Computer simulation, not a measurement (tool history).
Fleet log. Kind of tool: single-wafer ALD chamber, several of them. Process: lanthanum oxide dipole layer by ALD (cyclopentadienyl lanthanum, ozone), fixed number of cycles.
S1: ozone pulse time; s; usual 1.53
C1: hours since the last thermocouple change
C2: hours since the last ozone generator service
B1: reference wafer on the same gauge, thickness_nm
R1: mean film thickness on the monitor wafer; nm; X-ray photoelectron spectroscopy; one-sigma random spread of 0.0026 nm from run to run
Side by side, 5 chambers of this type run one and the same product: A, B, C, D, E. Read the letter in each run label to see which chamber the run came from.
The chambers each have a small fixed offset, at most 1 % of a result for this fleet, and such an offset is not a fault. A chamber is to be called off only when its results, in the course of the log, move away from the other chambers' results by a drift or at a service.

{"run": "1C", "hour": 2.1, "S1": 1.53, "C1": 842.6, "C2": 489.2, "B1": 0.59729, "R1": 0.5495}
{"run": "2A", "hour": 4.7, "S1": 1.53, "C1": 1011.8, "C2": 1049.2, "B1": 0.59692, "R1": 0.55403}
{"run": "3D", "hour": 6.7, "S1": 1.53, "C1": 2044.8, "C2": 758.1, "B1": 0.59725, "R1": 0.54891}
{"run": "4B", "hour": 10.3, "S1": 1.53, "C1": 773.3, "C2": 724.0, "B1": 0.59699, "R1": 0.55269}
{"run": "5E", "hour": 13.9, "S1": 1.85, "C1": 907.6, "C2": 665.8, "B1": 0.59657, "R1": 0.5614}
{"run": "6D", "hour": 17.4, "S1": 1.85, "C1": 2055.5, "C2": 768.8, "B1": 0.59721, "R1": 0.56061}
{"run": "7E", "hour": 21.3, "S1": 1.85, "C1": 915.0, "C2": 673.2, "B1": 0.597, "R1": 0.56489}
{"run": "8C", "hour": 24.4, "S1": 1.85, "C1": 864.9, "C2": 511.5, "B1": 0.59703, "R1": 0.55792}
{"run": "9A", "hour": 28.4, "S1": 1.85, "C1": 1035.5, "C2": 1072.9, "B1": 0.59689, "R1": 0.5683}
{"run": "10B", "hour": 32.3, "S1": 1.33, "C1": 795.3, "C2": 746.0, "B1": 0.59666, "R1": 0.54408}
{"run": "11A", "hour": 34.2, "S1": 1.33, "C1": 1041.3, "C2": 1078.7, "B1": 0.59757, "R1": 0.54111}
{"run": "12C", "hour": 36.3, "S1": 1.33, "C1": 876.8, "C2": 523.4, "B1": 0.59611, "R1": 0.53817}
{"run": "13E", "hour": 39.2, "S1": 1.33, "C1": 932.9, "C2": 691.1, "B1": 0.59685, "R1": 0.53555}
{"run": "14B", "hour": 41.3, "S1": 1.33, "C1": 804.3, "C2": 755.0, "B1": 0.59772, "R1": 0.53806}
{"run": "15D", "hour": 43.4, "S1": 1.53, "C1": 2081.5, "C2": 794.8, "B1": 0.59687, "R1": 0.54563}
{"run": "16C", "hour": 47.5, "S1": 1.19, "C1": 888.0, "C2": 534.6, "B1": 0.59665, "R1": 0.52111}
{"run": "17E", "hour": 50.2, "S1": 1.19, "C1": 943.9, "C2": 702.1, "B1": 0.59755, "R1": 0.52461}
{"run": "18D", "hour": 52.1, "S1": 1.19, "C1": 2090.2, "C2": 803.5, "B1": 0.59675, "R1": 0.52384}
{"run": "19B", "hour": 55.7, "S1": 1.19, "C1": 818.7, "C2": 769.4, "B1": 0.5966, "R1": 0.5287}
{"run": "20A", "hour": 59.2, "S1": 1.19, "C1": 1066.3, "C2": 1103.7, "B1": 0.5965, "R1": 0.5269}
{"run": "21B", "hour": 63.2, "S1": 1.81, "C1": 826.2, "C2": 776.9, "B1": 0.59693, "R1": 0.56296}
{"run": "22D", "hour": 67.0, "S1": 1.81, "C1": 2105.1, "C2": 818.4, "B1": 0.59725, "R1": 0.56003}
{"run": "23E", "hour": 71.2, "S1": 1.81, "C1": 964.9, "C2": 723.1, "B1": 0.59685, "R1": 0.56126}
{"run": "24C", "hour": 74.4, "S1": 1.81, "C1": 914.9, "C2": 561.5, "B1": 0.59682, "R1": 0.55626}
{"run": "25A", "hour": 76.7, "S1": 1.81, "C1": 1083.8, "C2": 1121.2, "B1": 0.59705, "R1": 0.56701}
{"run": "26E", "hour": 79.4, "S1": 1.53, "C1": 973.1, "C2": 731.3, "B1": 0.59716, "R1": 0.54373}
{"run": "27C", "hour": 83.4, "S1": 1.53, "C1": 923.9, "C2": 570.5, "B1": 0.59698, "R1": 0.54627}
{"run": "28A", "hour": 86.0, "S1": 1.53, "C1": 1093.1, "C2": 1130.5, "B1": 0.59721, "R1": 0.55052}
{"run": "29D", "hour": 88.2, "S1": 1.53, "C1": 2126.3, "C2": 839.6, "B1": 0.59701, "R1": 0.54387}
{"run": "30B", "hour": 90.9, "S1": 1.53, "C1": 853.9, "C2": 804.6, "B1": 0.59728, "R1": 0.5544}
{"run": "31D", "hour": 93.1, "S1": 1.53, "C1": 2131.2, "C2": 844.5, "B1": 0.59693, "R1": 0.54733}
{"run": "32E", "hour": 95.3, "S1": 1.05, "C1": 989.0, "C2": 747.2, "B1": 0.59756, "R1": 0.50403}

Next, all 5 chambers run the settings below, one line each with question marks for the results. What does each chamber give?
{"run": "33A", "hour": 98.5, "S1": 1.53, "R1": "?"}
{"run": "33B", "hour": 98.5, "S1": 1.53, "R1": "?"}
{"run": "33C", "hour": 98.5, "S1": 1.53, "R1": "?"}
{"run": "33D", "hour": 98.5, "S1": 1.53, "R1": "?"}
{"run": "33E", "hour": 98.5, "S1": 1.53, "R1": "?"}

run=33A R1=0.54641
run=33B R1=0.55533
run=33C R1=0.54719
run=33D R1=0.54698
run=33E R1=0.55187

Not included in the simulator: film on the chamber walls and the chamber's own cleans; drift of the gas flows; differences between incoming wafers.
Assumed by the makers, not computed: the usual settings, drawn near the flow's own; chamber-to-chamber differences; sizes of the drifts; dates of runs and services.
